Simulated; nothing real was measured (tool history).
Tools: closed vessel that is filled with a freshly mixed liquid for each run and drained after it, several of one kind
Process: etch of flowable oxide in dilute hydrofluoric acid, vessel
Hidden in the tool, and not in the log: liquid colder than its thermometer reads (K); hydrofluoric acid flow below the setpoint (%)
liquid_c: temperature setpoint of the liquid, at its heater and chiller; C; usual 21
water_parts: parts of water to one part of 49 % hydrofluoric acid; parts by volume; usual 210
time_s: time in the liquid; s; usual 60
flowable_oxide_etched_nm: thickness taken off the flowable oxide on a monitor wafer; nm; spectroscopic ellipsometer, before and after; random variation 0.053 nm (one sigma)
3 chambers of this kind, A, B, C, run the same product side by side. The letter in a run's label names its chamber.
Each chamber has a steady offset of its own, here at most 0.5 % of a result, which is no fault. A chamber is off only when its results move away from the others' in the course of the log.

| run | day | liquid_c | water_parts | time_s | hours since the thermometer was replaced | hours since the hydrofluoric acid flow meter was replaced | read-back film thickness of the flowable oxide reference wafer, read on the same gauge (nm) | flowable_oxide_etched_nm |
|---|---|---|---|---|---|---|---|---|
| 1A | 0.225 | 21 | 210 | 60 | 1418.2 | 296.9 | 80.019 | 6.3238 |
| 2B | 0.388 | 21 | 210 | 60 | 894.8 | 518.4 | 80.02 | 6.4387 |
| 3C | 0.575 | 21 | 210 | 60 | 423.1 | 936.6 | 80.033 | 6.4296 |
| 4B | 0.762 | 21 | 210 | 60 | 903.8 | 527.4 | 79.984 | 6.4408 |
| 5A | 0.958 | 21 | 210 | 60 | 1435.8 | 314.5 | 79.982 | 6.4519 |
| 6C | 1.196 | 21 | 210 | 60 | 438 | 951.5 | 79.991 | 6.387 |
| 7C | 1.425 | 21 | 210 | 60 | 443.5 | 957 | 80.028 | 6.3955 |
| 8A | 1.683 | 21 | 210 | 60 | 1453.2 | 331.9 | 80.007 | 6.4811 |
| 9B | 1.804 | 21 | 210 | 60 | 928.8 | 552.4 | 80.009 | 6.3885 |
| 10C | 1.925 | 21 | 210 | 60 | 455.5 | 969 | 80.004 | 6.4017 |
| 11B | 2.054 | 21 | 210 | 60 | 934.8 | 558.4 | 79.998 | 6.4827 |
| 12A | 2.254 | 21 | 210 | 60 | 1466.9 | 345.6 | 80.01 | 6.3063 |
| 13C | 2.504 | 17.5 | 210 | 60 | 469.4 | 982.9 | 80.019 | 5.5786 |
| 14A | 2.717 | 17.5 | 210 | 60 | 1478 | 356.7 | 80.018 | 5.5737 |
| 15B | 2.958 | 17.5 | 210 | 60 | 956.5 | 580.1 | 79.97 | 5.5768 |
| 16B | 3.112 | 21 | 210 | 60 | 960.2 | 583.8 | 79.973 | 6.443 |
| 17A | 3.3 | 17.5 | 210 | 60 | 1492 | 370.7 | 79.998 | 5.4642 |
| 18C | 3.442 | 17.5 | 210 | 60 | 491.9 | 1005.4 | 80.003 | 5.526 |
| 19A | 3.567 | 17.5 | 210 | 60 | 1498.4 | 377.1 | 79.963 | 5.4698 |
| 20B | 3.742 | 21 | 210 | 60 | 975.3 | 598.9 | 79.986 | 6.4436 |
| 21C | 3.896 | 21 | 210 | 60 | 502.8 | 1016.3 | 80.008 | 6.3955 |
| 22C | 4.079 | 21 | 210 | 60 | 507.2 | 1020.7 | 79.962 | 6.4469 |
| 23A | 4.329 | 21 | 210 | 60 | 1516.7 | 395.4 | 80 | 6.1344 |
| 24B | 4.546 | 23 | 210 | 30 | 994.6 | 618.2 | 79.998 | 3.4748 |
| 25B | 4.667 | 23 | 210 | 30 | 997.5 | 621.1 | 79.974 | 3.4755 |
| 26C | 4.842 | 23 | 210 | 30 | 525.5 | 1039 | 79.978 | 3.4403 |
| 27A | 5.1 | 21 | 210 | 60 | 1535.2 | 413.9 | 80.026 | 6.0084 |
| 28C | 5.329 | 21 | 210 | 60 | 537.2 | 1050.7 | 79.982 | 6.3868 |
| 29A | 5.488 | 17.5 | 210 | 60 | 1544.5 | 423.2 | 80.034 | 5.2018 |
| 30B | 5.658 | 17.5 | 210 | 60 | 1021.3 | 644.9 | 79.992 | 5.6705 |
| 31B | 5.829 | 17.5 | 210 | 60 | 1025.4 | 649 | 80.009 | 5.4678 |
| 32A | 6.029 | 21 | 210 | 60 | 1557.5 | 436.2 | 79.97 | 5.8877 |
| 33C | 6.225 | 21 | 210 | 60 | 558.7 | 1072.2 | 80.005 | 6.3409 |
| 34C | 6.429 | 21 | 210 | 60 | 563.6 | 1077.1 | 80.042 | 6.4619 |
| 35A | 6.658 | 21 | 210 | 60 | 1572.6 | 451.3 | 80.047 | 5.9775 |
| 36B | 6.846 | 21 | 210 | 60 | 1049.8 | 673.4 | 79.983 | 6.4926 |
| 37B | 7.025 | 21 | 210 | 60 | 1054.1 | 677.7 | 80.003 | 6.4124 |

Next, every chamber runs the same settings. What will each give?
| 38A | 7.221 | 21 | 210 | 60 |  |  |  | ? |
| 38B | 7.221 | 21 | 210 | 60 |  |  |  | ? |
| 38C | 7.221 | 21 | 210 | 60 |  |  |  | ? |

| run | flowable_oxide_etched_nm |
|---|---|
| 38A | 5.848 |
| 38B | 6.3798 |
| 38C | 6.3225 |
